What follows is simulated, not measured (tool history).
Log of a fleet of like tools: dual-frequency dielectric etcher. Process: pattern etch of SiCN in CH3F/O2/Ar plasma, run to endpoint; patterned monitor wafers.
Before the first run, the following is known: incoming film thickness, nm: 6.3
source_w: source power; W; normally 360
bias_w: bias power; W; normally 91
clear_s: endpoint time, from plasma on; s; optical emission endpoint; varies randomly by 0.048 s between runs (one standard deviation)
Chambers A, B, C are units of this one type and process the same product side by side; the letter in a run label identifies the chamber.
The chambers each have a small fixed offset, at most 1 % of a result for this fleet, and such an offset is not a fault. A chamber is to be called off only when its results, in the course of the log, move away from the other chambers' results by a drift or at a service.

Run 1C, day 0.646: usual settings. Result: clear_s 16.140 s.
Run 2B, day 1.275: usual settings. Result: clear_s 16.080 s.
Run 3A, day 1.588: usual settings. Result: clear_s 15.930 s.
Run 4A, day 2.258: usual settings. Result: clear_s 15.889 s.
Run 5C, day 2.900: usual settings. Result: clear_s 15.998 s.
Run 6B, day 3.512: usual settings. Result: clear_s 16.115 s.
Run 7C, day 3.912: usual settings but bias_w 106 W. Result: clear_s 15.142 s.
Run 8A, day 4.442: usual settings but bias_w 106 W. Result: clear_s 15.035 s.
Run 9B, day 4.908: usual settings but bias_w 106 W. Result: clear_s 15.249 s.
Run 10A, day 5.288: usual settings. Result: clear_s 15.989 s.
Run 11B, day 5.683: usual settings. Result: clear_s 16.068 s.
Run 12C, day 6.183: usual settings but source_w 440 W. Result: clear_s 14.961 s.
Run 13A, day 6.592: usual settings but source_w 440 W. Result: clear_s 14.800 s.
Run 14C, day 7.238: usual settings but source_w 440 W. Result: clear_s 14.966 s.
Run 15B, day 7.762: usual settings. Result: clear_s 16.129 s.
Run 16C, day 8.242: usual settings. Result: clear_s 16.066 s.
At day 8.758: chamber A: wet clean of the chamber.
Run 17A, day 8.850: usual settings. Result: clear_s 15.436 s.
Run 18B, day 9.229: usual settings but bias_w 99 W. Result: clear_s 15.581 s.
Run 19C, day 9.683: usual settings but bias_w 99 W. Result: clear_s 15.533 s.
At day 9.858: chamber C: source power generator calibrated.
Run 20A, day 10.350: usual settings but bias_w 99 W. Result: clear_s 14.984 s.
At day 10.371: chamber B: wet clean of the chamber.
Run 21B, day 10.704: usual settings but bias_w 103 W. Result: clear_s 15.311 s.
Run 22B, day 11.200: usual settings but bias_w 103 W. Result: clear_s 15.284 s.
Run 23C, day 11.771: usual settings but bias_w 103 W. Result: clear_s 15.430 s.
Run 24A, day 12.358: usual settings. Result: clear_s 15.470 s.
At day 12.379: chamber A: source power generator calibrated.
Run 25A, day 12.662: usual settings. Result: clear_s 15.504 s.
Run 26B, day 13.083: usual settings. Result: clear_s 16.146 s.
Run 27C, day 13.512: usual settings but bias_w 99 W. Result: clear_s 15.593 s.
Run 28C, day 13.908: usual settings but bias_w 99 W. Result: clear_s 15.688 s.
Run 29A, day 14.367: usual settings but bias_w 99 W. Result: clear_s 14.959 s.
At day 14.600: chamber C: wet clean of the chamber.
Run 30B, day 14.850: usual settings. Result: clear_s 16.073 s.
Run 31A, day 15.433: usual settings. Result: clear_s 15.419 s.
Run 32C, day 15.800: usual settings. Result: clear_s 15.941 s.
Run 33B, day 16.300: usual settings. Result: clear_s 16.021 s.
Run 34C, day 16.867: usual settings. Result: clear_s 15.985 s.
Run 35A, day 17.325: usual settings. Result: clear_s 15.440 s.

One chamber off, gauge drift, or nothing amiss beyond the chambers' own small offsets? If it is a chamber, which one, and what is the likeliest cause?

Chamber A has stood off from the others ever since a service on it.
Likeliest cause: etch rate over this chamber's usual, % = 3.11.

Chamber A could run next with any of the 4 candidate recipes listed below; each alters the usual settings, and their results appear as question marks. Which one brings its results back in line with what the other chambers deliver on the usual settings?
In-line tolerance around the mean of the other chambers on the usual settings: clear_s 0.170 s
Run 36A-1, day 17.817: usual settings but source_w 340 W, bias_w 87 W. Result: clear_s ?.
Run 36A-2, day 17.817: usual settings but source_w 310 W. Result: clear_s ?.
Run 36A-3, day 17.817: usual settings but source_w 390 W, bias_w 98 W. Result: clear_s ?.
Run 36A-4, day 17.817: usual settings but source_w 400 W. Result: clear_s ?.

Mean of the other chambers on the usual settings: clear_s 16.056 s
  run  clear_s
36A-1   16.055
36A-2   16.329
36A-3   14.605
36A-4   14.876
It is 36A-1 that realigns the chamber with its peers.
